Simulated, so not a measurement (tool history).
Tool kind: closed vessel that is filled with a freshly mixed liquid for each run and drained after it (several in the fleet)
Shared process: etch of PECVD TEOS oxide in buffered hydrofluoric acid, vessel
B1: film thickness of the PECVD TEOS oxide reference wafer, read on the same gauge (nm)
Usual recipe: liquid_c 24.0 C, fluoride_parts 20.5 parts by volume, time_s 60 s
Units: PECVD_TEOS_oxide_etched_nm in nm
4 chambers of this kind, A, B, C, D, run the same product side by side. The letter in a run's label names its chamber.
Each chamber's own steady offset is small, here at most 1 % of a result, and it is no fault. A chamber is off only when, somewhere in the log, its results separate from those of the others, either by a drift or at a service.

run 1A hour=6.4 | liquid_c=24.0 fluoride_parts=20.5 time_s=60 | B1=89.994 | PECVD_TEOS_oxide_etched_nm=40.911
run 2D hour=10.8 | liquid_c=24.0 fluoride_parts=20.5 time_s=60 | B1=90.005 | PECVD_TEOS_oxide_etched_nm=41.326
run 3C hour=14.8 | liquid_c=24.0 fluoride_parts=20.5 time_s=60 | B1=90.032 | PECVD_TEOS_oxide_etched_nm=41.191
run 4B hour=20.0 | liquid_c=24.0 fluoride_parts=20.5 time_s=60 | B1=90.005 | PECVD_TEOS_oxide_etched_nm=40.957
run 5B hour=25.8 | liquid_c=24.0 fluoride_parts=20.5 time_s=60 | B1=90.022 | PECVD_TEOS_oxide_etched_nm=41.343
run 6A hour=30.7 | liquid_c=24.0 fluoride_parts=20.5 time_s=60 | B1=90.008 | PECVD_TEOS_oxide_etched_nm=41.031
run 7C hour=36.7 | liquid_c=24.0 fluoride_parts=20.5 time_s=60 | B1=89.979 | PECVD_TEOS_oxide_etched_nm=41.184
-- hour=40.8 chamber C: hydrofluoric acid flow meter replaced
run 8D hour=40.8 | liquid_c=21.0 fluoride_parts=23.0 time_s=60 | B1=90.036 | PECVD_TEOS_oxide_etched_nm=31.838
run 9A hour=44.9 | liquid_c=21.0 fluoride_parts=23.0 time_s=60 | B1=90.015 | PECVD_TEOS_oxide_etched_nm=32.503
run 10B hour=50.0 | liquid_c=21.0 fluoride_parts=23.0 time_s=60 | B1=90.006 | PECVD_TEOS_oxide_etched_nm=32.218
run 11D hour=56.0 | liquid_c=21.0 fluoride_parts=23.0 time_s=60 | B1=89.983 | PECVD_TEOS_oxide_etched_nm=32.032
run 12C hour=59.4 | liquid_c=24.0 fluoride_parts=20.5 time_s=60 | B1=90.021 | PECVD_TEOS_oxide_etched_nm=41.292
run 13B hour=63.9 | liquid_c=24.0 fluoride_parts=20.5 time_s=60 | B1=90.013 | PECVD_TEOS_oxide_etched_nm=41.156
-- hour=65.4 chamber D: thermometer replaced
run 14C hour=67.4 | liquid_c=24.0 fluoride_parts=20.5 time_s=60 | B1=89.980 | PECVD_TEOS_oxide_etched_nm=41.306
run 15A hour=73.0 | liquid_c=24.0 fluoride_parts=20.5 time_s=60 | B1=90.002 | PECVD_TEOS_oxide_etched_nm=40.478
run 16D hour=77.8 | liquid_c=24.0 fluoride_parts=20.5 time_s=60 | B1=90.025 | PECVD_TEOS_oxide_etched_nm=40.966
run 17C hour=81.6 | liquid_c=24.0 fluoride_parts=20.5 time_s=60 | B1=90.020 | PECVD_TEOS_oxide_etched_nm=41.448
run 18D hour=86.8 | liquid_c=24.0 fluoride_parts=20.5 time_s=60 | B1=89.991 | PECVD_TEOS_oxide_etched_nm=41.009
run 19A hour=90.0 | liquid_c=24.0 fluoride_parts=20.5 time_s=60 | B1=90.010 | PECVD_TEOS_oxide_etched_nm=40.063
run 20B hour=96.5 | liquid_c=24.0 fluoride_parts=20.5 time_s=60 | B1=90.020 | PECVD_TEOS_oxide_etched_nm=41.036
run 21D hour=100.4 | liquid_c=21.5 fluoride_parts=20.5 time_s=30 | B1=90.002 | PECVD_TEOS_oxide_etched_nm=17.785
run 22C hour=104.7 | liquid_c=21.5 fluoride_parts=20.5 time_s=30 | B1=89.997 | PECVD_TEOS_oxide_etched_nm=18.019
run 23B hour=111.5 | liquid_c=21.5 fluoride_parts=20.5 time_s=30 | B1=89.998 | PECVD_TEOS_oxide_etched_nm=17.825
run 24A hour=117.0 | liquid_c=21.5 fluoride_parts=20.5 time_s=30 | B1=89.994 | PECVD_TEOS_oxide_etched_nm=17.336
run 25A hour=120.0 | liquid_c=24.0 fluoride_parts=20.5 time_s=60 | B1=89.993 | PECVD_TEOS_oxide_etched_nm=39.862
run 26C hour=124.7 | liquid_c=24.0 fluoride_parts=20.5 time_s=60 | B1=89.993 | PECVD_TEOS_oxide_etched_nm=41.480
run 27D hour=128.3 | liquid_c=24.0 fluoride_parts=20.5 time_s=60 | B1=89.982 | PECVD_TEOS_oxide_etched_nm=40.512
run 28B hour=132.6 | liquid_c=24.0 fluoride_parts=20.5 time_s=60 | B1=90.006 | PECVD_TEOS_oxide_etched_nm=41.159
run 29D hour=138.4 | liquid_c=24.0 fluoride_parts=20.5 time_s=60 | B1=89.996 | PECVD_TEOS_oxide_etched_nm=40.363
run 30B hour=144.3 | liquid_c=24.0 fluoride_parts=20.5 time_s=60 | B1=89.985 | PECVD_TEOS_oxide_etched_nm=40.426
run 31C hour=147.7 | liquid_c=24.0 fluoride_parts=20.5 time_s=60 | B1=89.990 | PECVD_TEOS_oxide_etched_nm=42.159
run 32A hour=153.3 | liquid_c=24.0 fluoride_parts=20.5 time_s=60 | B1=89.999 | PECVD_TEOS_oxide_etched_nm=38.244
run 33C hour=157.6 | liquid_c=24.0 fluoride_parts=20.5 time_s=60 | B1=90.013 | PECVD_TEOS_oxide_etched_nm=41.494
run 34A hour=164.4 | liquid_c=24.0 fluoride_parts=20.5 time_s=60 | B1=89.970 | PECVD_TEOS_oxide_etched_nm=38.213
run 35B hour=169.7 | liquid_c=20.0 fluoride_parts=18.0 time_s=60 | B1=89.999 | PECVD_TEOS_oxide_etched_nm=36.842
run 36D hour=175.6 | liquid_c=20.0 fluoride_parts=18.0 time_s=60 | B1=90.002 | PECVD_TEOS_oxide_etched_nm=36.788

All chambers now run identical settings, listed one chamber a line with results as question marks. What results will each chamber show?
run 37A hour=180.6 | liquid_c=24.0 fluoride_parts=27.0 time_s=60 | PECVD_TEOS_oxide_etched_nm=?
run 37B hour=180.6 | liquid_c=24.0 fluoride_parts=27.0 time_s=60 | PECVD_TEOS_oxide_etched_nm=?
run 37C hour=180.6 | liquid_c=24.0 fluoride_parts=27.0 time_s=60 | PECVD_TEOS_oxide_etched_nm=?
run 37D hour=180.6 | liquid_c=24.0 fluoride_parts=27.0 time_s=60 | PECVD_TEOS_oxide_etched_nm=?

run=37A PECVD_TEOS_oxide_etched_nm=30.428
run=37B PECVD_TEOS_oxide_etched_nm=33.960
run=37C PECVD_TEOS_oxide_etched_nm=34.092
run=37D PECVD_TEOS_oxide_etched_nm=33.898
